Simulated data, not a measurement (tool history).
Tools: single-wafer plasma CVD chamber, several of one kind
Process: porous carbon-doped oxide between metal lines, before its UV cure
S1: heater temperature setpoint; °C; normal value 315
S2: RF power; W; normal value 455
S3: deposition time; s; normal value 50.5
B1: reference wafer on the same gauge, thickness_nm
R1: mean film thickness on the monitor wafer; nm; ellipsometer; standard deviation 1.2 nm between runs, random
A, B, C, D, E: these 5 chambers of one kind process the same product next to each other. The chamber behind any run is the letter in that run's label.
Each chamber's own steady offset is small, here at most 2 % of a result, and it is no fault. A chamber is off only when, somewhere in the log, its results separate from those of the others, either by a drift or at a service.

run 1D day=0.238 | S1=315 S2=455 S3=50.5 | B1=225.01 | R1=227.57
run 2E day=0.708 | S1=315 S2=455 S3=50.5 | B1=224.75 | R1=235.59
run 3C day=1.092 | S1=315 S2=455 S3=50.5 | B1=225.09 | R1=230.10
run 4A day=1.462 | S1=315 S2=455 S3=50.5 | B1=224.96 | R1=232.48
run 5B day=1.933 | S1=315 S2=415 S3=50.5 | B1=224.94 | R1=216.21
run 6D day=2.408 | S1=315 S2=415 S3=50.5 | B1=225.00 | R1=213.37
-- day=2.512 chamber E: thermocouple changed; heater temperature recalibrated
run 7B day=2.900 | S1=315 S2=415 S3=50.5 | B1=224.79 | R1=215.34
run 8C day=3.179 | S1=315 S2=415 S3=50.5 | B1=225.05 | R1=215.12
run 9A day=3.462 | S1=315 S2=415 S3=50.5 | B1=225.15 | R1=218.11
run 10E day=3.858 | S1=315 S2=455 S3=50.5 | B1=224.92 | R1=233.03
run 11B day=4.096 | S1=315 S2=455 S3=50.5 | B1=224.98 | R1=232.33
run 12D day=4.404 | S1=315 S2=455 S3=50.5 | B1=224.71 | R1=229.21
run 13E day=4.662 | S1=315 S2=455 S3=43.9 | B1=225.07 | R1=205.57
run 14C day=4.975 | S1=315 S2=455 S3=43.9 | B1=225.30 | R1=204.73
run 15A day=5.204 | S1=315 S2=455 S3=43.9 | B1=224.90 | R1=201.60
run 16C day=5.596 | S1=315 S2=455 S3=43.9 | B1=225.11 | R1=201.21
run 17D day=6.008 | S1=315 S2=455 S3=43.9 | B1=224.97 | R1=199.14
run 18E day=6.288 | S1=315 S2=455 S3=50.5 | B1=224.73 | R1=235.71
run 19B day=6.725 | S1=315 S2=455 S3=50.5 | B1=225.12 | R1=233.04
run 20A day=7.142 | S1=315 S2=455 S3=50.5 | B1=224.94 | R1=230.27
run 21B day=7.554 | S1=315 S2=455 S3=50.5 | B1=225.03 | R1=230.76
run 22D day=7.792 | S1=315 S2=455 S3=50.5 | B1=225.03 | R1=228.60
run 23C day=8.271 | S1=315 S2=455 S3=50.5 | B1=225.16 | R1=231.46
run 24E day=8.633 | S1=315 S2=455 S3=50.5 | B1=225.32 | R1=234.50
run 25A day=9.125 | S1=315 S2=455 S3=50.5 | B1=224.88 | R1=233.16
run 26E day=9.546 | S1=315 S2=455 S3=50.5 | B1=225.14 | R1=236.63
run 27C day=9.833 | S1=315 S2=455 S3=50.5 | B1=224.96 | R1=231.88
run 28A day=10.217 | S1=315 S2=455 S3=50.5 | B1=224.95 | R1=234.86
run 29D day=10.625 | S1=315 S2=455 S3=50.5 | B1=224.95 | R1=229.64
run 30B day=10.908 | S1=315 S2=455 S3=50.5 | B1=225.03 | R1=231.13
run 31B day=11.296 | S1=315 S2=455 S3=50.5 | B1=225.08 | R1=230.24
run 32A day=11.729 | S1=315 S2=455 S3=50.5 | B1=224.99 | R1=232.30
run 33D day=12.079 | S1=315 S2=455 S3=50.5 | B1=224.88 | R1=229.62
run 34C day=12.562 | S1=315 S2=455 S3=50.5 | B1=224.99 | R1=231.53
run 35E day=12.912 | S1=315 S2=455 S3=50.5 | B1=224.79 | R1=236.80
run 36B day=13.150 | S1=315 S2=455 S3=50.5 | B1=224.80 | R1=233.58
run 37E day=13.600 | S1=315 S2=455 S3=50.5 | B1=224.82 | R1=234.35
run 38C day=13.829 | S1=315 S2=455 S3=50.5 | B1=224.93 | R1=232.45
run 39D day=14.133 | S1=315 S2=515 S3=54.0 | B1=225.18 | R1=266.55
run 40A day=14.362 | S1=315 S2=515 S3=54.0 | B1=224.97 | R1=271.17
run 41B day=14.679 | S1=315 S2=515 S3=54.0 | B1=224.96 | R1=269.38

All chambers now run identical settings, listed one chamber a line with results as question marks. What results will each chamber show?
run 42A day=15.029 | S1=310 S2=455 S3=50.5 | R1=?
run 42B day=15.029 | S1=310 S2=455 S3=50.5 | R1=?
run 42C day=15.029 | S1=310 S2=455 S3=50.5 | R1=?
run 42D day=15.029 | S1=310 S2=455 S3=50.5 | R1=?
run 42E day=15.029 | S1=310 S2=455 S3=50.5 | R1=?

run=42A R1=239.81
run=42B R1=240.29
run=42C R1=236.17
run=42D R1=234.90
run=42E R1=241.58
